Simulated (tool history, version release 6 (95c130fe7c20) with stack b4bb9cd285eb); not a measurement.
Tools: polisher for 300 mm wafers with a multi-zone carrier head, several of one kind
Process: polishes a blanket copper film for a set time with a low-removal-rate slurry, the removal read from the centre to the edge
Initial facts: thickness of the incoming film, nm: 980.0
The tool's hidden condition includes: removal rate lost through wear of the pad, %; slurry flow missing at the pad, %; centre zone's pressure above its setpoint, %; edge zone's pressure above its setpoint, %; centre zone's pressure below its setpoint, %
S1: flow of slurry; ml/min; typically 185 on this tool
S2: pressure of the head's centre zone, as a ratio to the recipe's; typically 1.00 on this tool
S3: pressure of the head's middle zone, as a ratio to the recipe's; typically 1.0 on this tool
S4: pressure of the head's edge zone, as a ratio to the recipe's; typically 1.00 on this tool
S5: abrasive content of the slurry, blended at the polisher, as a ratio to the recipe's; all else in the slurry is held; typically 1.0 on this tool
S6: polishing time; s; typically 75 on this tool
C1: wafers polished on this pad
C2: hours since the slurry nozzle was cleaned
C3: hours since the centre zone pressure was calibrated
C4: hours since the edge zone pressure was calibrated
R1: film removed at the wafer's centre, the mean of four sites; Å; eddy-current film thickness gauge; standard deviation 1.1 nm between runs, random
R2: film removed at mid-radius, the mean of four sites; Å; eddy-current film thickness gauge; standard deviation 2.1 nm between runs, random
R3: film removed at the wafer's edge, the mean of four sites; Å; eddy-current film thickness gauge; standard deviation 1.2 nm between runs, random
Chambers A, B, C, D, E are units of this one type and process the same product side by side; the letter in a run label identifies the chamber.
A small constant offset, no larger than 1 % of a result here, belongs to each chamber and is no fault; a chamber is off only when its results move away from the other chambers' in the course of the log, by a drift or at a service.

run   hour   S1    S2   S3    S4   S5  S6   C1     C2     C3      C4      R1      R2      R3
 1C    7.3  185  1.00  1.0  1.00  1.0  75  243  291.8   24.2   726.4  1648.9  1656.4  1642.5
 2A   10.7  185  1.00  1.0  1.00  1.0  75  142  149.3  440.8   805.8  1614.0  1642.2  1645.3
 3D   16.8  185  1.00  1.0  1.00  1.0  75  328  557.1  269.0    17.8  1633.2  1648.0  1649.5
 4B   21.9  185  1.00  1.0  1.00  1.0  75  751  441.3  415.2   932.8  1653.1  1585.2  1607.4
 5E   25.6  185  1.00  1.0  1.00  1.0  75  604  385.3  239.2   931.5  1644.7  1638.9  1605.3
      31.1  -- chamber E: worn pad replaced by a new one
 6B   32.1  185  1.00  1.0  1.00  1.0  75  865  451.5  425.4   943.0  1641.6  1600.0  1605.5
 7A   36.6  185  1.00  1.0  1.00  1.0  75  431  175.2  466.7   831.7  1626.4  1665.5  1632.6
      42.3  -- chamber B: worn pad replaced by a new one
 8E   42.5  185  1.00  1.0  1.00  1.0  75  127  402.2  256.1   948.4  1664.3  1619.8  1597.7
      42.6  -- chamber D: worn pad replaced by a new one
 9D   49.5  185  1.00  1.0  1.00  1.0  75   77  589.8  301.7    50.5  1631.2  1642.5  1649.2
10C   54.4  185  1.00  1.0  1.00  1.0  75  769  338.9   71.3   773.5  1639.9  1642.2  1622.6
      54.9  -- chamber A: worn pad replaced by a new one
11A   58.5  185  1.00  1.0  0.91  1.0  75   40  197.1  488.6   853.6  1633.2  1675.7  1563.3
12C   62.4  185  1.00  1.0  0.91  1.0  75  858  346.9   79.3   781.5  1654.6  1638.2  1527.9
13B   65.7  185  1.00  1.0  0.91  1.0  75  260  485.1  459.0   976.6  1663.3  1622.7  1552.0
14E   72.2  185  1.00  1.0  0.91  1.0  75  458  431.9  285.8   978.1  1652.6  1648.0  1533.1
15D   78.7  185  1.00  1.0  0.91  1.0  75  403  619.0  330.9    79.7  1609.0  1645.7  1545.6
      83.8  -- chamber E: worn pad replaced by a new one
16D   84.0  185  1.00  1.0  1.00  1.0  75  462  624.3  336.2    85.0  1643.8  1617.8  1643.7
      85.6  -- chamber C: worn pad replaced by a new one
17C   87.4  185  1.00  1.0  1.00  1.0  75   20  371.9  104.3   806.5  1655.3  1653.6  1616.1
      92.7  -- chamber D: worn pad replaced by a new one
18B   93.5  125  1.00  1.0  1.00  1.0  75  570  512.9  486.8  1004.4  1527.3  1521.4  1543.9
      99.5  -- chamber D: slurry nozzle cleaned
19A  100.8  125  1.00  1.0  1.00  1.0  75  512  239.4  530.9   895.9  1498.0  1527.5  1547.0
     101.4  -- chamber A: centre zone pressure recalibrated
20E  104.4  125  1.00  1.0  1.00  1.0  75  230  464.1  318.0  1010.3  1503.2  1492.9  1530.3
21A  108.4  125  1.00  1.0  1.00  1.0  75  596  247.0    7.0   903.5  1513.6  1541.0  1554.7
22D  113.0  125  1.00  1.0  1.00  1.0  75  226   13.5  365.2   114.0  1513.5  1520.8  1562.3
23B  117.1  185  1.00  1.0  1.00  1.0  75  833  536.5  510.4  1028.0  1661.7  1615.6  1631.6
     123.5  -- chamber A: worn pad replaced by a new one
24C  124.1  185  1.11  1.0  1.00  1.0  75  430  408.6  141.0   843.2  1828.3  1658.5  1632.9
     125.0  -- chamber B: worn pad replaced by a new one
     129.4  -- chamber E: worn pad replaced by a new one
25E  130.9  185  1.11  1.0  1.00  1.0  75   17  490.6  344.5  1036.8  1793.9  1598.1  1614.1
     134.1  -- chamber B: centre zone pressure recalibrated
     137.2  -- chamber D: worn pad replaced by a new one
26C  137.4  185  1.11  1.0  1.00  1.0  75  578  421.9  154.3   856.5  1851.4  1651.8  1619.0
27A  144.4  185  1.11  1.0  1.00  1.0  75  233  283.0   43.0   939.5  1825.1  1615.0  1630.5
     144.6  -- chamber C: slurry nozzle cleaned
28B  147.6  185  1.11  1.0  1.00  1.0  75  252  567.0   13.5  1058.5  1835.0  1578.0  1621.5
29E  152.6  185  1.00  1.0  1.00  1.0  75  259  512.3  366.2  1058.5  1618.6  1625.4  1619.9
30D  157.7  185  1.00  1.0  1.00  1.0  75  229   58.2  409.9   158.7  1646.2  1647.8  1654.0
31E  163.7  165  1.00  1.0  0.96  1.0  75  383  523.4  377.3  1069.6  1552.4  1574.5  1551.9
32D  169.5  165  1.00  1.0  0.96  1.0  75  360   70.0  421.7   170.5  1609.9  1628.5  1585.0
33A  175.9  165  1.00  1.0  0.96  1.0  75  584  314.5   74.5   971.0  1590.4  1611.6  1568.8
34B  179.4  165  1.00  1.0  0.96  1.0  75  607  598.8   45.3  1090.3  1631.9  1611.2  1570.8
     182.8  -- chamber D: worn pad replaced by a new one
     184.3  -- chamber C: worn pad replaced by a new one
35C  186.6  165  1.00  1.0  0.96  1.0  75   25   42.1  203.5   905.7  1618.2  1640.6  1572.7
     188.5  -- chamber B: edge zone pressure recalibrated
     189.1  -- chamber E: worn pad replaced by a new one
     191.6  -- chamber A: worn pad replaced by a new one
     192.3  -- chamber E: edge zone pressure recalibrated
36B  192.6  185  1.00  1.0  1.00  1.0  75  754  612.0   58.5     4.2  1663.9  1605.8  1614.3
37E  196.5  185  1.00  1.0  1.00  1.0  75   82  556.2  410.1     4.3  1544.7  1644.4  1605.5
38D  199.8  185  1.00  1.0  1.00  1.0  75  189  100.3  452.0   200.8  1651.3  1659.4  1654.7
39C  207.0  185  1.00  1.1  1.00  1.3  75  253   62.5  223.9   926.1  1733.3  1869.5  1702.3
40A  213.6  185  1.00  1.1  1.00  1.3  75  246  352.2  112.2  1008.7  1712.5  1904.0  1743.0
41D  218.0  185  1.00  1.1  1.00  1.3  75  392  118.5  470.2   219.0  1713.0  1911.1  1728.1
42E  225.0  185  1.00  1.1  1.00  1.3  75  400  584.7  438.6    32.8  1613.2  1899.4  1717.1

One chamber off, gauge drift, or nothing amiss beyond the chambers' own small offsets? If it is a chamber, which one, and what is the likeliest cause?

It is chamber E that slowly wanders off from its peers.
Likeliest cause: centre zone's pressure below its setpoint, % = 6.74.

Which of the 4 candidates below, each the usual settings with something changed and its results left as question marks, puts chamber E back in line with what the other chambers give on the usual settings?
A result is in line if it is within this distance of the other chambers' mean on the usual settings: R1 40.0 Å; R2 73.0 Å; R3 42.0 Å
43E-1  230.3  190  1.06  0.98  0.98  1.0  76                   ?   ?   ?
43E-2  230.3  185  1.03  0.99  0.99  1.0  76                   ?   ?   ?
43E-3  230.3  185  0.98  1.01  1.00  1.0  74                   ?   ?   ?
43E-4  230.3  180  0.94  1.02  1.02  1.0  74                   ?   ?   ?

The other chambers' mean on the usual settings: R1 1643.6 Å; R2 1636.9 Å; R3 1636.7 Å
  run      R1      R2      R3
43E-1  1645.0  1621.9  1627.6
43E-2  1586.3  1630.3  1630.8
43E-3  1461.9  1617.1  1595.8
43E-4  1388.8  1624.8  1606.9
The right change is 43E-1: it brings the chamber back within the allowed miss of the others.
